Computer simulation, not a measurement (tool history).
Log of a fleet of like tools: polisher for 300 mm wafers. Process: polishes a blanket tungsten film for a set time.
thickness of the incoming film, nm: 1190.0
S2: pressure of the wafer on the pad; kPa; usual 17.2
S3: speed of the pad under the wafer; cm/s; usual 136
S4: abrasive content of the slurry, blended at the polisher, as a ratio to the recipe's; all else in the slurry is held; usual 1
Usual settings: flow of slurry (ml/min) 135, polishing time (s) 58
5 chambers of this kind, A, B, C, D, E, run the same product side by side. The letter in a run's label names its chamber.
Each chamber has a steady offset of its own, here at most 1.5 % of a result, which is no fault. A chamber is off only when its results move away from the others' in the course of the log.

At hour 5.9: chamber A: worn pad replaced by a new one.
At hour 6.8: chamber C: slurry tank refilled with fresh slurry and peroxide.
Run 1E, hour 9.3: usual settings. Result: film removed (nm) 247.60.
Run 2D, hour 14.8: usual settings. Result: film removed (nm) 245.89.
At hour 23.4: chamber A: slurry blender recalibrated.
Run 3B, hour 26.9: usual settings. Result: film removed (nm) 246.78.
At hour 30.8: chamber E: worn pad replaced by a new one.
At hour 32.0: chamber A: slurry tank refilled with fresh slurry and peroxide.
Run 4A, hour 35.4: usual settings. Result: film removed (nm) 241.84.
Run 5C, hour 44.3: usual settings. Result: film removed (nm) 242.57.
At hour 47.9: chamber D: head pressure recalibrated.
At hour 53.1: chamber D: worn pad replaced by a new one.
Run 6A, hour 54.9: usual settings. Result: film removed (nm) 244.50.
At hour 56.7: chamber B: slurry tank refilled with fresh slurry and peroxide.
At hour 62.5: chamber B: slurry blender recalibrated.
At hour 63.4: chamber B: worn pad replaced by a new one.
Run 7C, hour 66.7: usual settings. Result: film removed (nm) 246.05.
At hour 69.8: chamber C: worn pad replaced by a new one.
Run 8E, hour 79.0: usual settings. Result: film removed (nm) 248.85.
Run 9D, hour 84.5: usual settings. Result: film removed (nm) 242.93.
At hour 85.5: chamber D: slurry tank refilled with fresh slurry and peroxide.
At hour 91.3: chamber E: worn pad replaced by a new one.
At hour 92.5: chamber C: slurry tank refilled with fresh slurry and peroxide.
Run 10B, hour 96.4: usual settings. Result: film removed (nm) 248.21.
Run 11C, hour 103.3: usual settings. Result: film removed (nm) 242.69.
At hour 111.6: chamber B: head pressure recalibrated.
Run 12E, hour 114.6: usual settings. Result: film removed (nm) 247.94.
At hour 116.1: chamber D: worn pad replaced by a new one.
At hour 119.8: chamber A: worn pad replaced by a new one.
At hour 120.3: chamber D: slurry blender recalibrated.
Run 13B, hour 123.5: usual settings. Result: film removed (nm) 247.67.
At hour 126.0: chamber B: worn pad replaced by a new one.
At hour 127.1: chamber E: slurry nozzle cleaned.
Run 14A, hour 129.5: usual settings. Result: film removed (nm) 242.97.
Run 15D, hour 136.2: usual settings. Result: film removed (nm) 249.92.
At hour 140.4: chamber C: worn pad replaced by a new one.
Run 16E, hour 147.9: usual settings. Result: film removed (nm) 248.66.
At hour 149.3: chamber A: slurry blender recalibrated.
At hour 152.5: chamber E: worn pad replaced by a new one.
Run 17B, hour 159.7: usual settings. Result: film removed (nm) 244.69.
Run 18A, hour 170.9: usual settings. Result: film removed (nm) 244.43.
At hour 172.7: chamber C: slurry tank refilled with fresh slurry and peroxide.
At hour 174.7: chamber D: worn pad replaced by a new one.
Run 19D, hour 182.8: usual settings. Result: film removed (nm) 249.63.
Run 20C, hour 188.8: usual settings. Result: film removed (nm) 244.99.
At hour 191.3: chamber B: slurry tank refilled with fresh slurry and peroxide.
Run 21D, hour 194.4: usual settings. Result: film removed (nm) 246.54.
At hour 195.3: chamber D: slurry tank refilled with fresh slurry and peroxide.
At hour 195.8: chamber A: head pressure recalibrated.
At hour 196.9: chamber E: slurry tank refilled with fresh slurry and peroxide.
At hour 197.9: chamber A: slurry nozzle cleaned.
At hour 198.2: chamber B: worn pad replaced by a new one.
Run 22A, hour 201.5: usual settings. Result: film removed (nm) 245.81.
At hour 203.8: chamber C: slurry nozzle cleaned.
At hour 206.4: chamber A: slurry tank refilled with fresh slurry and peroxide.
Run 23E, hour 208.4: usual settings. Result: film removed (nm) 248.49.
At hour 210.3: chamber E: worn pad replaced by a new one.
At hour 212.0: chamber D: slurry nozzle cleaned.
Run 24B, hour 214.7: usual settings. Result: film removed (nm) 242.97.
At hour 218.2: chamber C: worn pad replaced by a new one.
Run 25C, hour 220.9: usual settings. Result: film removed (nm) 245.83.
At hour 226.9: chamber A: worn pad replaced by a new one.
Run 26C, hour 230.1: usual settings. Result: film removed (nm) 242.10.
At hour 239.6: chamber D: worn pad replaced by a new one.
Run 27B, hour 240.4: usual settings. Result: film removed (nm) 245.46.
At hour 245.2: chamber E: slurry blender recalibrated.
Run 28D, hour 248.9: usual settings. Result: film removed (nm) 247.06.
At hour 250.6: chamber C: slurry tank refilled with fresh slurry and peroxide.
Run 29E, hour 256.0: usual settings. Result: film removed (nm) 250.21.
At hour 266.3: chamber A: slurry blender recalibrated.
Run 30A, hour 267.4: usual settings. Result: film removed (nm) 241.99.
Run 31E, hour 273.2: usual settings. Result: film removed (nm) 245.09.
Run 32D, hour 279.7: usual settings. Result: film removed (nm) 246.22.
Run 33C, hour 285.4: usual settings. Result: film removed (nm) 245.57.

What goes on in this fleet: one chamber off, a drifting gauge, or nothing beyond the chambers' own small offsets? Name the chamber and the cause, if any.

No chamber stands off beyond its own small offset, and the gauge holds steady.

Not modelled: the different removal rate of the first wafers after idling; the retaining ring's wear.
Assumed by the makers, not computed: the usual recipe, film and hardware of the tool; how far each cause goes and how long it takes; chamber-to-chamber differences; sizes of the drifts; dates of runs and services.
